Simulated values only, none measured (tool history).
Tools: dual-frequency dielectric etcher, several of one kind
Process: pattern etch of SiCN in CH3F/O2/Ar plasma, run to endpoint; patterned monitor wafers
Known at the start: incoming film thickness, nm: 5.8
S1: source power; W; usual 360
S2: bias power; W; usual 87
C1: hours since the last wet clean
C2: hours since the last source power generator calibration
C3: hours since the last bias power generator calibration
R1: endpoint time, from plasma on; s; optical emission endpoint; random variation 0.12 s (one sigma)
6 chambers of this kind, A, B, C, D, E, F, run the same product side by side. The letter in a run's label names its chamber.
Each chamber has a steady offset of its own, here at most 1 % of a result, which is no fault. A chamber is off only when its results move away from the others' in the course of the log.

{"run": "1F", "hour": 6.4, "S1": 360, "S2": 87, "C1": 369.3, "C2": 932.7, "C3": 382.9, "R1": 15.146}
{"run": "2E", "hour": 11.1, "S1": 360, "S2": 87, "C1": 267.9, "C2": 534.4, "C3": 1724.4, "R1": 14.813}
{"run": "3A", "hour": 18.4, "S1": 360, "S2": 87, "C1": 376.6, "C2": 1696.7, "C3": 2117.5, "R1": 15.051}
{"run": "4C", "hour": 24.7, "S1": 360, "S2": 87, "C1": 77.5, "C2": 1669.8, "C3": 1152.6, "R1": 15.113}
{"run": "5B", "hour": 31.8, "S1": 360, "S2": 87, "C1": 132, "C2": 3209.3, "C3": 145.3, "R1": 14.718}
{"run": "6D", "hour": 36.2, "S1": 360, "S2": 87, "C1": 320.3, "C2": 2477.5, "C3": 731.5, "R1": 14.897}
{"run": "7D", "hour": 43.4, "S1": 360, "S2": 99, "C1": 327.5, "C2": 2484.7, "C3": 738.7, "R1": 14.151}
{"run": "8B", "hour": 49.3, "S1": 360, "S2": 99, "C1": 149.5, "C2": 3226.8, "C3": 162.8, "R1": 14.334}
{"hour": 55.9, "done": "chamber F: wet clean of the chamber"}
{"run": "9E", "hour": 57.2, "S1": 360, "S2": 99, "C1": 314, "C2": 580.5, "C3": 1770.5, "R1": 14.174}
{"run": "10C", "hour": 61.3, "S1": 360, "S2": 99, "C1": 114.1, "C2": 1706.4, "C3": 1189.2, "R1": 14.145}
{"run": "11A", "hour": 67.4, "S1": 360, "S2": 99, "C1": 425.6, "C2": 1745.7, "C3": 2166.5, "R1": 14.358}
{"run": "12F", "hour": 71.5, "S1": 360, "S2": 99, "C1": 15.7, "C2": 997.8, "C3": 448, "R1": 14.268}
{"run": "13B", "hour": 76.2, "S1": 360, "S2": 87, "C1": 176.4, "C2": 3253.7, "C3": 189.7, "R1": 14.986}
{"run": "14E", "hour": 81.1, "S1": 360, "S2": 87, "C1": 337.9, "C2": 604.4, "C3": 1794.4, "R1": 14.995}
{"run": "15D", "hour": 84.8, "S1": 360, "S2": 87, "C1": 368.9, "C2": 2526.1, "C3": 780.1, "R1": 14.849}
{"run": "16C", "hour": 89.2, "S1": 360, "S2": 87, "C1": 142, "C2": 1734.3, "C3": 1217.1, "R1": 14.952}
{"run": "17F", "hour": 94.2, "S1": 360, "S2": 70, "C1": 38.4, "C2": 1020.5, "C3": 470.7, "R1": 16.249}
{"hour": 99.9, "done": "chamber A: source power generator calibrated"}
{"run": "18A", "hour": 102.6, "S1": 360, "S2": 70, "C1": 460.8, "C2": 2.8, "C3": 2201.7, "R1": 16.341}
{"run": "19E", "hour": 109.7, "S1": 360, "S2": 70, "C1": 366.5, "C2": 633, "C3": 1823, "R1": 16.164}
{"hour": 110.5, "done": "chamber A: wet clean of the chamber"}
{"run": "20D", "hour": 115.3, "S1": 360, "S2": 70, "C1": 399.4, "C2": 2556.6, "C3": 810.6, "R1": 15.86}
{"run": "21B", "hour": 119.0, "S1": 360, "S2": 70, "C1": 219.2, "C2": 3296.5, "C3": 232.5, "R1": 16.101}
{"hour": 123.5, "done": "chamber E: wet clean of the chamber"}
{"run": "22A", "hour": 127.5, "S1": 360, "S2": 70, "C1": 17.1, "C2": 27.7, "C3": 2226.6, "R1": 17.207}
{"run": "23C", "hour": 134.8, "S1": 360, "S2": 87, "C1": 187.6, "C2": 1779.9, "C3": 1262.7, "R1": 15.141}
{"run": "24F", "hour": 140.7, "S1": 360, "S2": 87, "C1": 84.9, "C2": 1067, "C3": 517.2, "R1": 14.898}
{"run": "25B", "hour": 148.5, "S1": 360, "S2": 87, "C1": 248.7, "C2": 3326, "C3": 262, "R1": 14.73}
{"run": "26C", "hour": 153.4, "S1": 360, "S2": 87, "C1": 206.2, "C2": 1798.5, "C3": 1281.3, "R1": 14.927}
{"run": "27F", "hour": 158.3, "S1": 360, "S2": 87, "C1": 102.5, "C2": 1084.6, "C3": 534.8, "R1": 15.232}
{"run": "28E", "hour": 166.1, "S1": 360, "S2": 87, "C1": 42.7, "C2": 689.4, "C3": 1879.4, "R1": 14.919}
{"run": "29A", "hour": 173.7, "S1": 360, "S2": 87, "C1": 63.3, "C2": 73.9, "C3": 2272.8, "R1": 15.746}
{"run": "30D", "hour": 178.1, "S1": 360, "S2": 87, "C1": 462.2, "C2": 2619.4, "C3": 873.4, "R1": 14.981}
{"run": "31C", "hour": 183.4, "S1": 360, "S2": 87, "C1": 236.2, "C2": 1828.5, "C3": 1311.3, "R1": 14.827}
{"run": "32F", "hour": 187.7, "S1": 360, "S2": 87, "C1": 131.9, "C2": 1114, "C3": 564.2, "R1": 14.955}
{"run": "33E", "hour": 191.7, "S1": 360, "S2": 87, "C1": 68.3, "C2": 715, "C3": 1905, "R1": 15.161}
{"run": "34A", "hour": 195.5, "S1": 360, "S2": 87, "C1": 85.1, "C2": 95.7, "C3": 2294.6, "R1": 15.951}
{"run": "35D", "hour": 201.4, "S1": 320, "S2": 102, "C1": 485.5, "C2": 2642.7, "C3": 896.7, "R1": 14.632}
{"run": "36B", "hour": 208.6, "S1": 320, "S2": 102, "C1": 308.8, "C2": 3386.1, "C3": 322.1, "R1": 14.65}
{"run": "37B", "hour": 212.6, "S1": 320, "S2": 102, "C1": 312.8, "C2": 3390.1, "C3": 326.1, "R1": 14.61}
{"run": "38D", "hour": 218.0, "S1": 320, "S2": 102, "C1": 502.1, "C2": 2659.3, "C3": 913.3, "R1": 14.67}
{"run": "39A", "hour": 222.6, "S1": 320, "S2": 102, "C1": 112.2, "C2": 122.8, "C3": 2321.7, "R1": 15.445}
{"run": "40E", "hour": 227.6, "S1": 320, "S2": 102, "C1": 104.2, "C2": 750.9, "C3": 1940.9, "R1": 14.681}
{"run": "41C", "hour": 233.4, "S1": 360, "S2": 87, "C1": 286.2, "C2": 1878.5, "C3": 1361.3, "R1": 15.076}
{"run": "42F", "hour": 240.3, "S1": 360, "S2": 87, "C1": 184.5, "C2": 1166.6, "C3": 616.8, "R1": 15.064}
{"hour": 246.6, "done": "chamber B: wet clean of the chamber"}
{"run": "43B", "hour": 248.2, "S1": 360, "S2": 87, "C1": 1.6, "C2": 3425.7, "C3": 361.7, "R1": 14.884}

Next, every chamber runs the same settings. What will each give?
{"run": "44A", "hour": 254.4, "S1": 360, "S2": 87, "R1": "?"}
{"run": "44B", "hour": 254.4, "S1": 360, "S2": 87, "R1": "?"}
{"run": "44C", "hour": 254.4, "S1": 360, "S2": 87, "R1": "?"}
{"run": "44D", "hour": 254.4, "S1": 360, "S2": 87, "R1": "?"}
{"run": "44E", "hour": 254.4, "S1": 360, "S2": 87, "R1": "?"}
{"run": "44F", "hour": 254.4, "S1": 360, "S2": 87, "R1": "?"}

run=44A R1=15.834
run=44B R1=14.864
run=44C R1=14.915
run=44D R1=14.792
run=44E R1=14.964
run=44F R1=15.067
